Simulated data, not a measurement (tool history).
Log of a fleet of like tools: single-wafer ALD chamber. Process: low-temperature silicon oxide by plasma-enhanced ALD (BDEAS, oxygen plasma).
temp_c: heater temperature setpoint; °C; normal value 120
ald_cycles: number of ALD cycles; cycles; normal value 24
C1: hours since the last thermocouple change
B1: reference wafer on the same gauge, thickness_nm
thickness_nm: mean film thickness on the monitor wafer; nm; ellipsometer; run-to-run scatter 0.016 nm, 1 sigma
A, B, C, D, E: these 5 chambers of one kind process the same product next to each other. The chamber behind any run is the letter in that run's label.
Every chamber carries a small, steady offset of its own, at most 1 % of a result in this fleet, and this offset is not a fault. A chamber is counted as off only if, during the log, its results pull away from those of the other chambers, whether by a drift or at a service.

Run 1C, hour 4.0: usual settings; C1 571.7; B1 3.3089. Result: thickness_nm 3.2900 nm.
Run 2E, hour 9.3: usual settings; C1 1403.4; B1 3.3100. Result: thickness_nm 3.3418 nm.
Run 3B, hour 14.3: usual settings; C1 1440.4; B1 3.3139. Result: thickness_nm 3.2635 nm.
Run 4D, hour 20.0: usual settings; C1 345.8; B1 3.3117. Result: thickness_nm 3.2849 nm.
Run 5A, hour 25.3: usual settings but temp_c 108 °C, ald_cycles 27 cycles; C1 1421.7; B1 3.3097. Result: thickness_nm 3.7927 nm.
Run 6C, hour 29.6: usual settings but temp_c 108 °C, ald_cycles 27 cycles; C1 597.3; B1 3.3092. Result: thickness_nm 3.7751 nm.
Run 7D, hour 34.6: usual settings but temp_c 108 °C, ald_cycles 27 cycles; C1 360.4; B1 3.3117. Result: thickness_nm 3.7765 nm.
Run 8E, hour 37.9: usual settings but temp_c 108 °C, ald_cycles 27 cycles; C1 1432.0; B1 3.3126. Result: thickness_nm 3.7942 nm.
Run 9B, hour 41.1: usual settings but temp_c 108 °C, ald_cycles 27 cycles; C1 1467.2; B1 3.3115. Result: thickness_nm 3.7570 nm.
Run 10A, hour 45.9: usual settings; C1 1442.3; B1 3.3095. Result: thickness_nm 3.3200 nm.
Run 11E, hour 48.5: usual settings; C1 1442.6; B1 3.3132. Result: thickness_nm 3.3163 nm.
Run 12D, hour 53.8: usual settings; C1 379.6; B1 3.3110. Result: thickness_nm 3.2961 nm.
Run 13C, hour 57.9: usual settings but temp_c 126 °C; C1 625.6; B1 3.3130. Result: thickness_nm 3.2505 nm.
Run 14B, hour 61.7: usual settings but temp_c 126 °C; C1 1487.8; B1 3.3086. Result: thickness_nm 3.2296 nm.
Run 15A, hour 65.3: usual settings but temp_c 126 °C; C1 1461.7; B1 3.3141. Result: thickness_nm 3.2630 nm.
Run 16E, hour 69.8: usual settings but temp_c 126 °C; C1 1463.9; B1 3.3142. Result: thickness_nm 3.2662 nm.
Run 17C, hour 74.2: usual settings but temp_c 126 °C; C1 641.9; B1 3.3112. Result: thickness_nm 3.2541 nm.
Run 18A, hour 79.6: usual settings; C1 1476.0; B1 3.3107. Result: thickness_nm 3.2707 nm.
Run 19D, hour 83.1: usual settings; C1 408.9; B1 3.3080. Result: thickness_nm 3.2690 nm.
Run 20B, hour 87.6: usual settings but temp_c 112 °C, ald_cycles 20 cycles; C1 1513.7; B1 3.3083. Result: thickness_nm 2.7550 nm.
Run 21B, hour 93.4: usual settings but temp_c 112 °C, ald_cycles 20 cycles; C1 1519.5; B1 3.3102. Result: thickness_nm 2.7654 nm.
Run 22E, hour 96.3: usual settings but temp_c 112 °C, ald_cycles 20 cycles; C1 1490.4; B1 3.3151. Result: thickness_nm 2.7915 nm.
Run 23A, hour 99.1: usual settings but temp_c 112 °C, ald_cycles 20 cycles; C1 1495.5; B1 3.3111. Result: thickness_nm 2.7870 nm.
Run 24D, hour 102.4: usual settings but temp_c 112 °C, ald_cycles 20 cycles; C1 428.2; B1 3.3101. Result: thickness_nm 2.7850 nm.
Run 25C, hour 107.9: usual settings but temp_c 106 °C; C1 675.6; B1 3.3120. Result: thickness_nm 3.3374 nm.
Run 26A, hour 110.9: usual settings but temp_c 106 °C; C1 1507.3; B1 3.3114. Result: thickness_nm 3.3912 nm.
Run 27B, hour 113.6: usual settings but temp_c 106 °C; C1 1539.7; B1 3.3096. Result: thickness_nm 3.3456 nm.
Run 28D, hour 116.5: usual settings but temp_c 106 °C; C1 442.3; B1 3.3116. Result: thickness_nm 3.3745 nm.
Run 29C, hour 121.3: usual settings but temp_c 106 °C; C1 689.0; B1 3.3101. Result: thickness_nm 3.3862 nm.
Run 30E, hour 124.2: usual settings; C1 1518.3; B1 3.3085. Result: thickness_nm 3.3006 nm.
Run 31A, hour 127.9: usual settings; C1 1524.3; B1 3.3087. Result: thickness_nm 3.2869 nm.
Run 32C, hour 132.4: usual settings but temp_c 110 °C; C1 700.1; B1 3.3103. Result: thickness_nm 3.3630 nm.
Run 33E, hour 136.3: usual settings but temp_c 110 °C; C1 1530.4; B1 3.3089. Result: thickness_nm 3.3834 nm.
Run 34D, hour 141.2: usual settings but temp_c 110 °C; C1 467.0; B1 3.3110. Result: thickness_nm 3.3833 nm.
Run 35B, hour 146.2: usual settings but temp_c 110 °C; C1 1572.3; B1 3.3133. Result: thickness_nm 3.3171 nm.
Run 36C, hour 149.6: usual settings but temp_c 110 °C; C1 717.3; B1 3.3115. Result: thickness_nm 3.3270 nm.
At hour 149.9: chamber B: thermocouple changed; heater temperature recalibrated.
Run 37A, hour 155.0: usual settings but ald_cycles 27 cycles; C1 1551.4; B1 3.3116. Result: thickness_nm 3.7213 nm.
Run 38E, hour 160.0: usual settings but ald_cycles 27 cycles; C1 1554.1; B1 3.3098. Result: thickness_nm 3.7664 nm.
Run 39B, hour 163.7: usual settings but ald_cycles 27 cycles; C1 13.9; B1 3.3052. Result: thickness_nm 3.7094 nm.
Run 40D, hour 167.3: usual settings but ald_cycles 27 cycles; C1 493.1; B1 3.3074. Result: thickness_nm 3.6902 nm.
Run 41C, hour 172.8: usual settings but ald_cycles 27 cycles; C1 740.5; B1 3.3116. Result: thickness_nm 3.6878 nm.
Run 42E, hour 176.8: usual settings; C1 1570.9; B1 3.3100. Result: thickness_nm 3.3327 nm.
Run 43A, hour 180.8: usual settings; C1 1577.2; B1 3.3113. Result: thickness_nm 3.2988 nm.

All chambers now run identical settings, listed one chamber a line with results as question marks. What results will each chamber show?
Run 44A, hour 185.0: usual settings but temp_c 132 °C. Result: thickness_nm ?.
Run 44B, hour 185.0: usual settings but temp_c 132 °C. Result: thickness_nm ?.
Run 44C, hour 185.0: usual settings but temp_c 132 °C. Result: thickness_nm ?.
Run 44D, hour 185.0: usual settings but temp_c 132 °C. Result: thickness_nm ?.
Run 44E, hour 185.0: usual settings but temp_c 132 °C. Result: thickness_nm ?.

run  thickness_nm
44A        3.2179
44B        3.1995
44C        3.2017
44D        3.2028
44E        3.2725

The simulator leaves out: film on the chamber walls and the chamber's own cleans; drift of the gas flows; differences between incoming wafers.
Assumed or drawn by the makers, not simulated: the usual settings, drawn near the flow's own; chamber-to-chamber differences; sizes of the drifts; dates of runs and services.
